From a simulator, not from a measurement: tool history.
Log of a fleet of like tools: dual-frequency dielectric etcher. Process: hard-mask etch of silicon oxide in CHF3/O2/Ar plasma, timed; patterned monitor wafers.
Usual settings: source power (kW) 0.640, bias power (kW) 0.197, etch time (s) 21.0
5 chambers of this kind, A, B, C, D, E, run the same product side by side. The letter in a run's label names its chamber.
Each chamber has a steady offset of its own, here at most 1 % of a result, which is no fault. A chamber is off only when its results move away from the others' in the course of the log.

run,day,source power (kW),bias power (kW),etch time (s),"read-back reference wafer on the same gauge, depth_nm",mean etch depth across the wafer (Å)
1A,0.533,0.640,0.197,21.0,38.170,443.09
2D,1.125,0.640,0.197,21.0,38.190,437.64
3E,1.729,0.640,0.197,21.0,38.234,432.51
4C,2.125,0.640,0.197,21.0,38.158,439.33
# day 2.433: chamber A: wet clean of the chamber
5B,2.517,0.640,0.197,21.0,38.203,436.49
6E,2.938,0.640,0.197,21.0,38.191,438.85
7C,3.433,0.640,0.197,21.0,38.280,442.01
8A,3.842,0.640,0.197,21.0,38.146,439.56
# day 4.150: chamber B: wet clean of the chamber
9D,4.167,0.640,0.197,21.0,38.231,433.93
10B,4.721,0.640,0.197,21.0,38.223,440.57
# day 4.946: chamber E: wet clean of the chamber
11D,5.196,0.640,0.197,21.0,38.226,432.50
12B,5.529,0.640,0.197,21.0,38.207,439.89
13A,5.812,0.640,0.197,21.0,38.254,442.91
14E,6.279,0.640,0.163,17.0,38.175,332.77
15C,6.792,0.640,0.163,17.0,38.202,334.18
16B,7.212,0.640,0.163,17.0,38.179,331.38
17C,7.617,0.640,0.163,17.0,38.201,335.25
18A,8.071,0.640,0.163,17.0,38.111,335.45
19E,8.438,0.640,0.197,21.0,38.198,434.69
20D,8.804,0.640,0.197,21.0,38.192,429.90
21B,9.121,0.640,0.197,21.0,38.190,438.39
22D,9.383,0.640,0.197,21.0,38.259,424.69
23A,9.817,0.640,0.212,23.5,38.153,507.83
# day 9.854: chamber C: wet clean of the chamber
24C,10.258,0.640,0.212,23.5,38.195,504.46
25E,10.733,0.640,0.212,23.5,38.215,498.68
26D,11.262,0.640,0.212,23.5,38.217,484.53
27B,11.662,0.640,0.212,23.5,38.189,502.22
28A,12.096,0.640,0.197,21.0,38.236,443.36
29E,12.512,0.640,0.197,21.0,38.155,434.31
# day 12.671: chamber E: bias power generator calibrated
30C,12.858,0.640,0.197,21.0,38.180,435.71
31C,13.350,0.640,0.197,21.0,38.225,447.68
# day 13.354: chamber A: bias power generator calibrated
32D,13.642,0.640,0.197,21.0,38.255,418.20
33B,14.125,0.640,0.197,21.0,38.162,439.30
34E,14.696,0.640,0.197,21.0,38.209,439.21
35A,15.038,0.640,0.197,21.0,38.183,440.71
36D,15.600,0.640,0.197,21.0,38.151,418.83
37E,15.929,0.640,0.197,21.0,38.194,437.54

Next, every chamber runs the same settings. What will each give?
38A,16.362,0.640,0.197,21.0,,?
38B,16.362,0.640,0.197,21.0,,?
38C,16.362,0.640,0.197,21.0,,?
38D,16.362,0.640,0.197,21.0,,?
38E,16.362,0.640,0.197,21.0,,?

run,mean etch depth across the wafer (Å)
38A,443.85
38B,435.48
38C,439.69
38D,414.71
38E,439.55

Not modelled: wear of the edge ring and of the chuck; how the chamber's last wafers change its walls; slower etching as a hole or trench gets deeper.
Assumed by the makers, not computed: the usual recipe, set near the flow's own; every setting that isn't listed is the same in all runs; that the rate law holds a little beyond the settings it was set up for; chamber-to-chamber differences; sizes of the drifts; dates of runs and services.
